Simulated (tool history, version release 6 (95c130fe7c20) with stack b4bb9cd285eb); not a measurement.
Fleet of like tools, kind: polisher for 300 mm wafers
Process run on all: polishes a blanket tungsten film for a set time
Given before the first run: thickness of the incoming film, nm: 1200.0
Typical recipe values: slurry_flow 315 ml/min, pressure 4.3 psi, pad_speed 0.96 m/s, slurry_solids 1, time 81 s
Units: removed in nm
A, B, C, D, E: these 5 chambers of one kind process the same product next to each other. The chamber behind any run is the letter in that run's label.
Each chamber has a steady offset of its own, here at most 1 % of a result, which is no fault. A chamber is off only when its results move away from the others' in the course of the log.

run,hour,slurry_flow,pressure,pad_speed,slurry_solids,time,removed
1E,3.2,315,4.3,0.96,1,81,339.61
2B,6.4,315,4.3,0.96,1,81,344.39
# hour 9.0: chamber A: head pressure recalibrated
# hour 10.2: chamber C: slurry tank refilled with fresh slurry and peroxide
3D,10.7,315,4.3,0.96,1,81,344.71
# hour 12.0: chamber D: slurry blender recalibrated
4C,13.4,315,4.3,0.96,1,81,337.41
5A,17.3,315,4.3,0.96,1,81,338.43
# hour 18.0: chamber B: worn pad replaced by a new one
6B,20.2,315,4.3,0.96,1,81,340.10
7D,23.4,315,4.3,0.96,1,81,342.39
8A,27.9,315,4.3,0.96,1,81,336.51
9C,30.8,315,4.3,0.96,1,81,336.24
10E,33.2,315,4.3,0.96,1,81,335.78
# hour 36.0: chamber E: slurry nozzle cleaned
# hour 36.4: chamber A: worn pad replaced by a new one
11A,38.1,315,4.3,0.96,1,81,342.85
12B,41.5,315,4.3,0.96,1,81,340.39
# hour 43.2: chamber B: slurry tank refilled with fresh slurry and peroxide
13E,44.4,315,4.3,0.78,1,81,278.50
# hour 45.1: chamber A: slurry tank refilled with fresh slurry and peroxide
# hour 48.4: chamber D: worn pad replaced by a new one
14D,48.8,315,4.3,0.78,1,81,278.62
# hour 50.6: chamber C: worn pad replaced by a new one
15C,51.5,315,4.3,0.78,1,81,271.07
16E,55.6,315,4.3,0.78,1,81,273.00
17B,59.1,315,4.3,0.78,1,81,280.12
18D,63.5,315,4.3,0.96,1,81,342.99
# hour 63.8: chamber C: head pressure recalibrated
19C,66.9,315,4.3,0.96,1,81,345.88
20A,71.7,315,4.3,0.96,1,81,338.50
# hour 72.9: chamber C: slurry tank refilled with fresh slurry and peroxide
# hour 73.8: chamber B: head pressure recalibrated
21A,75.8,315,4.3,0.96,1,81,335.84
22B,80.0,315,4.3,0.96,1,81,338.14
23C,83.2,315,4.3,0.96,1,81,343.73
24D,86.9,315,4.3,0.96,1,81,342.91
25E,90.0,315,4.3,0.96,1,81,329.85
# hour 91.8: chamber E: worn pad replaced by a new one
26D,94.0,315,4.3,0.96,1,59,250.90
27A,96.2,315,4.3,0.96,1,59,248.14
28C,99.7,315,4.3,0.96,1,59,249.44
# hour 100.2: chamber B: worn pad replaced by a new one
# hour 101.3: chamber A: slurry tank refilled with fresh slurry and peroxide
29B,103.7,315,4.3,0.96,1,59,248.65
30E,106.0,315,4.3,0.96,1,59,236.55
31B,110.0,315,4.3,0.96,1,81,344.01
# hour 112.7: chamber C: worn pad replaced by a new one
32E,112.7,270,4.3,0.82,1,81,271.42
33D,116.1,270,4.3,0.82,1,81,284.83
34C,120.4,270,4.3,0.82,1,81,286.65
# hour 122.9: chamber B: slurry blender recalibrated
35A,124.9,270,4.3,0.82,1,81,285.90
36E,128.6,270,4.3,0.82,1,81,274.92
37A,130.9,315,4.3,0.96,1,81,333.85
38C,134.3,315,4.3,0.96,1,81,343.76
# hour 137.1: chamber B: slurry tank refilled with fresh slurry and peroxide
39D,137.8,315,3.4,0.96,1,97,319.17
40B,140.2,315,3.4,0.96,1,97,329.33
# hour 143.4: chamber C: slurry tank refilled with fresh slurry and peroxide
# hour 144.2: chamber A: worn pad replaced by a new one
41A,144.2,315,3.4,0.96,1,97,323.27
42D,148.6,315,3.4,0.96,1,97,322.59
43E,151.6,315,3.4,0.96,1,97,302.83
44C,153.9,315,4.3,0.96,1,81,345.94

Read the log: is a single chamber off, either drifting away or since a service, is the gauge that measures every chamber drifting, or is nothing wrong beyond small per-chamber offsets? Name any odd chamber and what most likely caused it.

It is chamber E that slowly wanders off from its peers.
Most likely cause: abrasive missing from the slurry, % = 26.1.
The log may not separate it from: head's pressure below its setpoint, %; peroxide lost from the slurry, %.

Which of the 4 candidates below, each the usual settings with something changed and its results left as question marks, puts chamber E back in line with what the other chambers give on the usual settings?
In-line tolerance around the mean of the other chambers on the usual settings: removed 9.50 nm
45E-1,157.4,315,4.3,0.92,1,78,?
45E-2,157.4,315,4.3,0.96,1,87,?
45E-3,157.4,315,4.4,0.96,1,81,?
45E-4,157.4,315,4.3,0.96,1,80,?

What the other chambers average on the usual settings: removed 341.51 nm
run,removed
45E-1,293.02
45E-2,340.87
45E-3,324.69
45E-4,313.45
45E-2 brings the chamber back in line.
